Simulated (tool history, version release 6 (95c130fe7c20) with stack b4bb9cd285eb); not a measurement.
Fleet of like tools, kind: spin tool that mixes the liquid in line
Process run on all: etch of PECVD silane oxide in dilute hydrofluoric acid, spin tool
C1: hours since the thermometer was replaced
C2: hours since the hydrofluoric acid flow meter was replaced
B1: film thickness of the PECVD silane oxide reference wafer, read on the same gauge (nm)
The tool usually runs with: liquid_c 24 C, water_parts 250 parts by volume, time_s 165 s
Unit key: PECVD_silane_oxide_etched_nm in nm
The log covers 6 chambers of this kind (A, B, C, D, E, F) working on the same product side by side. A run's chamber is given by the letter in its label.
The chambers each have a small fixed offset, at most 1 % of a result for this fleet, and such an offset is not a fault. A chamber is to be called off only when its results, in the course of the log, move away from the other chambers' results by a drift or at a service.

{"run": "1B", "hour": 10.8, "liquid_c": 24, "water_parts": 250, "time_s": 165, "C1": 219.8, "C2": 460.3, "B1": 120.02, "PECVD_silane_oxide_etched_nm": 8.3949}
{"run": "2E", "hour": 23.4, "liquid_c": 24, "water_parts": 250, "time_s": 165, "C1": 574.9, "C2": 203.4, "B1": 120, "PECVD_silane_oxide_etched_nm": 8.339}
{"run": "3F", "hour": 35.7, "liquid_c": 24, "water_parts": 250, "time_s": 165, "C1": 185.4, "C2": 1640.7, "B1": 119.99, "PECVD_silane_oxide_etched_nm": 8.3935}
{"hour": 38.5, "done": "chamber C: thermometer replaced"}
{"run": "4C", "hour": 49.2, "liquid_c": 24, "water_parts": 250, "time_s": 165, "C1": 10.8, "C2": 579.6, "B1": 119.99, "PECVD_silane_oxide_etched_nm": 8.3795}
{"run": "5A", "hour": 57.6, "liquid_c": 24, "water_parts": 250, "time_s": 165, "C1": 234.5, "C2": 2666.7, "B1": 120.03, "PECVD_silane_oxide_etched_nm": 8.4779}
{"run": "6D", "hour": 69.2, "liquid_c": 24, "water_parts": 250, "time_s": 165, "C1": 1224.8, "C2": 1379.8, "B1": 120.02, "PECVD_silane_oxide_etched_nm": 8.2746}
{"run": "7E", "hour": 82.1, "liquid_c": 24, "water_parts": 250, "time_s": 165, "C1": 633.6, "C2": 262.1, "B1": 119.99, "PECVD_silane_oxide_etched_nm": 8.3172}
{"run": "8B", "hour": 94.7, "liquid_c": 24, "water_parts": 250, "time_s": 165, "C1": 303.7, "C2": 544.2, "B1": 120.01, "PECVD_silane_oxide_etched_nm": 8.3549}
{"run": "9A", "hour": 103.4, "liquid_c": 24, "water_parts": 250, "time_s": 165, "C1": 280.3, "C2": 2712.5, "B1": 120, "PECVD_silane_oxide_etched_nm": 8.4351}
{"run": "10D", "hour": 117.4, "liquid_c": 24, "water_parts": 250, "time_s": 165, "C1": 1273, "C2": 1428, "B1": 119.99, "PECVD_silane_oxide_etched_nm": 8.3145}
{"hour": 124.1, "done": "chamber F: hydrofluoric acid flow meter replaced"}
{"run": "11C", "hour": 131.8, "liquid_c": 24, "water_parts": 250, "time_s": 165, "C1": 93.4, "C2": 662.2, "B1": 119.99, "PECVD_silane_oxide_etched_nm": 8.3001}
{"run": "12F", "hour": 145.4, "liquid_c": 24, "water_parts": 195, "time_s": 165, "C1": 295.1, "C2": 21.4, "B1": 120.02, "PECVD_silane_oxide_etched_nm": 11.436}
{"run": "13E", "hour": 155.2, "liquid_c": 24, "water_parts": 195, "time_s": 165, "C1": 706.7, "C2": 335.2, "B1": 120.03, "PECVD_silane_oxide_etched_nm": 11.476}
{"run": "14A", "hour": 171.3, "liquid_c": 24, "water_parts": 195, "time_s": 165, "C1": 348.2, "C2": 2780.4, "B1": 120.01, "PECVD_silane_oxide_etched_nm": 11.482}
{"run": "15D", "hour": 181.8, "liquid_c": 24, "water_parts": 195, "time_s": 165, "C1": 1337.4, "C2": 1492.4, "B1": 120.02, "PECVD_silane_oxide_etched_nm": 11.382}
{"run": "16C", "hour": 196.8, "liquid_c": 24, "water_parts": 195, "time_s": 165, "C1": 158.4, "C2": 727.2, "B1": 119.99, "PECVD_silane_oxide_etched_nm": 11.368}
{"hour": 205.2, "done": "chamber A: hydrofluoric acid flow meter replaced"}
{"run": "17B", "hour": 207.9, "liquid_c": 24, "water_parts": 195, "time_s": 165, "C1": 416.9, "C2": 657.4, "B1": 119.98, "PECVD_silane_oxide_etched_nm": 11.432}
{"run": "18F", "hour": 217.0, "liquid_c": 24, "water_parts": 250, "time_s": 165, "C1": 366.7, "C2": 93, "B1": 119.99, "PECVD_silane_oxide_etched_nm": 8.3676}
{"run": "19A", "hour": 232.3, "liquid_c": 24, "water_parts": 250, "time_s": 165, "C1": 409.2, "C2": 27.2, "B1": 120.02, "PECVD_silane_oxide_etched_nm": 8.4387}
{"run": "20B", "hour": 242.9, "liquid_c": 24, "water_parts": 250, "time_s": 165, "C1": 451.9, "C2": 692.4, "B1": 119.95, "PECVD_silane_oxide_etched_nm": 8.3301}
{"run": "21C", "hour": 253.0, "liquid_c": 24, "water_parts": 250, "time_s": 165, "C1": 214.6, "C2": 783.4, "B1": 120.04, "PECVD_silane_oxide_etched_nm": 8.4171}
{"run": "22F", "hour": 261.4, "liquid_c": 24, "water_parts": 250, "time_s": 165, "C1": 411.1, "C2": 137.4, "B1": 120.01, "PECVD_silane_oxide_etched_nm": 8.4023}
{"run": "23E", "hour": 274.3, "liquid_c": 24, "water_parts": 250, "time_s": 165, "C1": 825.8, "C2": 454.3, "B1": 119.97, "PECVD_silane_oxide_etched_nm": 8.3679}
{"run": "24D", "hour": 287.5, "liquid_c": 19.5, "water_parts": 250, "time_s": 105, "C1": 1443.1, "C2": 1598.1, "B1": 120.01, "PECVD_silane_oxide_etched_nm": 4.4988}
{"run": "25C", "hour": 300.8, "liquid_c": 19.5, "water_parts": 250, "time_s": 105, "C1": 262.4, "C2": 831.2, "B1": 120, "PECVD_silane_oxide_etched_nm": 4.518}
{"run": "26F", "hour": 308.2, "liquid_c": 19.5, "water_parts": 250, "time_s": 105, "C1": 457.9, "C2": 184.2, "B1": 119.99, "PECVD_silane_oxide_etched_nm": 4.5172}
{"run": "27E", "hour": 320.3, "liquid_c": 19.5, "water_parts": 250, "time_s": 105, "C1": 871.8, "C2": 500.3, "B1": 119.98, "PECVD_silane_oxide_etched_nm": 4.5677}
{"run": "28B", "hour": 336.7, "liquid_c": 19.5, "water_parts": 250, "time_s": 105, "C1": 545.7, "C2": 786.2, "B1": 120.01, "PECVD_silane_oxide_etched_nm": 4.5301}
{"run": "29A", "hour": 347.8, "liquid_c": 19.5, "water_parts": 250, "time_s": 105, "C1": 524.7, "C2": 142.7, "B1": 119.97, "PECVD_silane_oxide_etched_nm": 4.5041}
{"run": "30D", "hour": 356.9, "liquid_c": 24, "water_parts": 250, "time_s": 165, "C1": 1512.5, "C2": 1667.5, "B1": 120.03, "PECVD_silane_oxide_etched_nm": 8.2319}
{"run": "31F", "hour": 366.5, "liquid_c": 24, "water_parts": 250, "time_s": 165, "C1": 516.2, "C2": 242.5, "B1": 119.99, "PECVD_silane_oxide_etched_nm": 8.3253}
{"run": "32C", "hour": 378.0, "liquid_c": 24, "water_parts": 250, "time_s": 165, "C1": 339.6, "C2": 908.4, "B1": 119.97, "PECVD_silane_oxide_etched_nm": 8.3653}
{"run": "33E", "hour": 388.2, "liquid_c": 24, "water_parts": 250, "time_s": 165, "C1": 939.7, "C2": 568.2, "B1": 120.02, "PECVD_silane_oxide_etched_nm": 8.4927}
{"run": "34A", "hour": 397.6, "liquid_c": 24, "water_parts": 250, "time_s": 165, "C1": 574.5, "C2": 192.5, "B1": 120, "PECVD_silane_oxide_etched_nm": 8.4499}
{"run": "35B", "hour": 409.2, "liquid_c": 24, "water_parts": 250, "time_s": 165, "C1": 618.2, "C2": 858.7, "B1": 119.98, "PECVD_silane_oxide_etched_nm": 8.4196}
{"run": "36D", "hour": 422.5, "liquid_c": 24, "water_parts": 250, "time_s": 165, "C1": 1578.1, "C2": 1733.1, "B1": 120.04, "PECVD_silane_oxide_etched_nm": 8.2697}
{"run": "37F", "hour": 431.0, "liquid_c": 24, "water_parts": 250, "time_s": 165, "C1": 580.7, "C2": 307, "B1": 120.03, "PECVD_silane_oxide_etched_nm": 8.377}
{"hour": 433.7, "done": "chamber E: thermometer replaced"}
{"hour": 440.9, "done": "chamber C: hydrofluoric acid flow meter replaced"}
{"run": "38A", "hour": 446.1, "liquid_c": 24, "water_parts": 250, "time_s": 165, "C1": 623, "C2": 241, "B1": 120, "PECVD_silane_oxide_etched_nm": 8.4719}
{"run": "39B", "hour": 453.5, "liquid_c": 24, "water_parts": 250, "time_s": 165, "C1": 662.5, "C2": 903, "B1": 120, "PECVD_silane_oxide_etched_nm": 8.4035}
{"run": "40D", "hour": 467.5, "liquid_c": 24, "water_parts": 250, "time_s": 165, "C1": 1623.1, "C2": 1778.1, "B1": 120.05, "PECVD_silane_oxide_etched_nm": 8.3684}
{"run": "41E", "hour": 475.3, "liquid_c": 24, "water_parts": 250, "time_s": 165, "C1": 41.7, "C2": 655.3, "B1": 119.99, "PECVD_silane_oxide_etched_nm": 8.4582}
{"run": "42C", "hour": 484.1, "liquid_c": 24, "water_parts": 250, "time_s": 165, "C1": 445.7, "C2": 43.3, "B1": 119.98, "PECVD_silane_oxide_etched_nm": 8.286}
{"run": "43D", "hour": 498.4, "liquid_c": 20.5, "water_parts": 250, "time_s": 165, "C1": 1654, "C2": 1809, "B1": 119.97, "PECVD_silane_oxide_etched_nm": 7.293}
{"run": "44E", "hour": 513.7, "liquid_c": 20.5, "water_parts": 250, "time_s": 165, "C1": 80.1, "C2": 693.7, "B1": 119.98, "PECVD_silane_oxide_etched_nm": 7.5745}

Is one chamber out of step, is the gauge drifting, or do the chambers differ by no more than their own small offsets? For an off chamber, give its letter and the likeliest cause.

It is chamber E that slowly wanders off from its peers.
What lies behind it: hydrofluoric acid flow above the setpoint (%) = 2.13.

Chamber E could run next with any of the 4 candidate recipes listed below; each alters the usual settings, and their results appear as question marks. Which one brings its results back in line with what the other chambers deliver on the usual settings?
Maximum distance from the other chambers' mean on the usual settings for a result to count as in line: PECVD_silane_oxide_etched_nm 0.15 nm
{"run": "45E-1", "hour": 525.6, "liquid_c": 24, "water_parts": 255, "time_s": 165, "PECVD_silane_oxide_etched_nm": "?"}
{"run": "45E-2", "hour": 525.6, "liquid_c": 24, "water_parts": 250, "time_s": 170, "PECVD_silane_oxide_etched_nm": "?"}
{"run": "45E-3", "hour": 525.6, "liquid_c": 24, "water_parts": 240, "time_s": 165, "PECVD_silane_oxide_etched_nm": "?"}
{"run": "45E-4", "hour": 525.6, "liquid_c": 24, "water_parts": 250, "time_s": 155, "PECVD_silane_oxide_etched_nm": "?"}

The mean the other chambers reach with the usual settings: PECVD_silane_oxide_etched_nm 8.357 nm
run=45E-1 PECVD_silane_oxide_etched_nm=8.3644
run=45E-2 PECVD_silane_oxide_etched_nm=8.8376
run=45E-3 PECVD_silane_oxide_etched_nm=9.0328
run=45E-4 PECVD_silane_oxide_etched_nm=8.0578
Change 45E-1 lands the chamber within the allowed miss of the other chambers.

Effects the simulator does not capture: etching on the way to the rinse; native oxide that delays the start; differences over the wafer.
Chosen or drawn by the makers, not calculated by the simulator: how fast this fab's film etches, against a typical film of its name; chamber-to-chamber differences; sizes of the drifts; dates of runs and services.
